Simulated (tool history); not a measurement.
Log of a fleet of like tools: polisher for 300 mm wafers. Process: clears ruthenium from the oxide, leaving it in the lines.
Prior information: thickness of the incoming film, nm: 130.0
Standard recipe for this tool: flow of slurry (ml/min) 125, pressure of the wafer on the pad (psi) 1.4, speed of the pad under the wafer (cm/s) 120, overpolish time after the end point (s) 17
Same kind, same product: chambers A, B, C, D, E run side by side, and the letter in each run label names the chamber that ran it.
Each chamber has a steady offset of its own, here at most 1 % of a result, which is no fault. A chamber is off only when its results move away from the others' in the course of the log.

run   hour  flow of slurry (ml/min)  pressure of the wafer on the pad (psi)  speed of the pad under the wafer (cm/s)  overpolish time after the end point (s)  wafers polished on this pad  hours since the slurry nozzle was cleaned  hours since the head pressure was calibrated  time until the end point was called (s)
 1B    9.5                      125                                     1.4                                      120                                       17                           82                                      546.9                                         424.5                                   156.37
      15.4  -- chamber A: worn pad replaced by a new one
 2D   23.5                      125                                     1.4                                      120                                       17                          857                                      539.5                                         243.6                                   149.01
 3C   37.3                      125                                     1.4                                      120                                       17                          460                                         43                                           604                                   152.92
      41.6  -- chamber C: worn pad replaced by a new one
 4E   50.6                      125                                     1.4                                      120                                       17                         1463                                      214.6                                         193.5                                   145.82
 5A   62.6                      125                                     1.4                                      120                                       17                          259                                       87.6                                        1049.8                                   146.91
      66.6  -- chamber E: worn pad replaced by a new one
 6E   70.5                      125                                     1.4                                      102                                       24                           21                                      234.5                                         213.4                                   178.12
 7D   78.4                      125                                     1.4                                      102                                       24                         1158                                      594.4                                         298.5                                   179.48
 8B   86.6                      125                                     1.4                                      102                                       24                          505                                        624                                         501.6                                   185.86
        88  -- chamber E: slurry nozzle cleaned
 9A  100.1                      125                                     1.4                                      102                                       24                          464                                      125.1                                        1087.3                                   178.83
     100.7  -- chamber D: worn pad replaced by a new one
10C  112.1                      125                                     1.4                                      102                                       24                          386                                      117.8                                         678.8                                   176.66
11E  126.2                      125                                     1.4                                      120                                       17                          327                                       38.2                                         269.1                                   150.51
       131  -- chamber C: worn pad replaced by a new one
     134.6  -- chamber B: worn pad replaced by a new one
12B  139.8                      125                                     1.4                                      138                                       24                           29                                      677.2                                         554.8                                   132.36
     140.6  -- chamber B: slurry nozzle cleaned
     143.9  -- chamber D: slurry nozzle cleaned
13D    151                      125                                     1.4                                      138                                       24                          276                                        7.2                                         371.1                                   137.28
14A  161.3                      125                                     1.4                                      138                                       24                          800                                      186.3                                        1148.5                                   128.78
     171.2  -- chamber C: head pressure recalibrated
15C    174                      125                                     1.4                                      138                                       24                          235                                      179.7                                           2.9                                   131.85
16C  189.5                      125                                     1.4                                      138                                       24                          320                                      195.2                                          18.4                                   131.11
17A    202                      145                                     1.4                                      120                                       24                         1024                                        227                                        1189.2                                    144.6
18D  210.3                      145                                     1.4                                      120                                       24                          601                                       66.5                                         430.4                                    157.7
19E  219.1                      145                                     1.4                                      120                                       24                          836                                      131.1                                           362                                   148.08
     230.3  -- chamber C: worn pad replaced by a new one
20B  232.7                      145                                     1.4                                      120                                       24                          538                                       92.2                                         647.7                                   148.64
21A  243.5                      145                                     1.4                                      120                                       24                         1251                                      268.5                                        1230.7                                   145.56
       248  -- chamber A: slurry nozzle cleaned
22E  257.3                      125                                     1.8                                      120                                        7                         1046                                      169.3                                         400.2                                   118.87
     269.5  -- chamber C: slurry nozzle cleaned
23C  272.6                      125                                     1.8                                      120                                        7                          232                                        3.1                                         101.5                                   120.96
       282  -- chamber B: worn pad replaced by a new one
24B  285.7                      125                                     1.8                                      120                                        7                           20                                      145.2                                         700.7                                   119.35
25D  301.1                      125                                     1.8                                      120                                        7                         1099                                      157.3                                         521.2                                   130.26
     310.5  -- chamber A: worn pad replaced by a new one
26C  316.2                      125                                     1.8                                      120                                        7                          471                                       46.7                                         145.1                                   115.72
27A  328.9                      125                                     1.4                                      120                                       17                          101                                         81                                        1316.1                                   150.57
     337.4  -- chamber E: worn pad replaced by a new one
28D  338.8                      125                                     1.4                                      120                                       17                         1306                                        195                                         558.9                                   168.32
     345.8  -- chamber E: slurry nozzle cleaned
29B  353.3                      125                                     1.4                                      120                                       17                          391                                      212.8                                         768.3                                   151.92
30E  364.4                      125                                     1.4                                      120                                       17                          148                                       18.7                                         507.3                                   149.66
31E  374.1                      125                                     1.4                                      120                                       17                          201                                       28.4                                           517                                   152.81
32A  382.6                      125                                     1.4                                      120                                       17                          395                                      134.7                                        1369.8                                   148.02

Next, every chamber runs the same settings. What will each give?
33A  393.8                      125                                     1.4                                      120                                       17                                                                                                                                                              ?
33B  393.8                      125                                     1.4                                      120                                       17                                                                                                                                                              ?
33C  393.8                      125                                     1.4                                      120                                       17                                                                                                                                                              ?
33D  393.8                      125                                     1.4                                      120                                       17                                                                                                                                                              ?
33E  393.8                      125                                     1.4                                      120                                       17                                                                                                                                                              ?

run  time until the end point was called (s)
33A                                   155.25
33B                                   155.24
33C                                   151.11
33D                                   173.19
33E                                   152.02
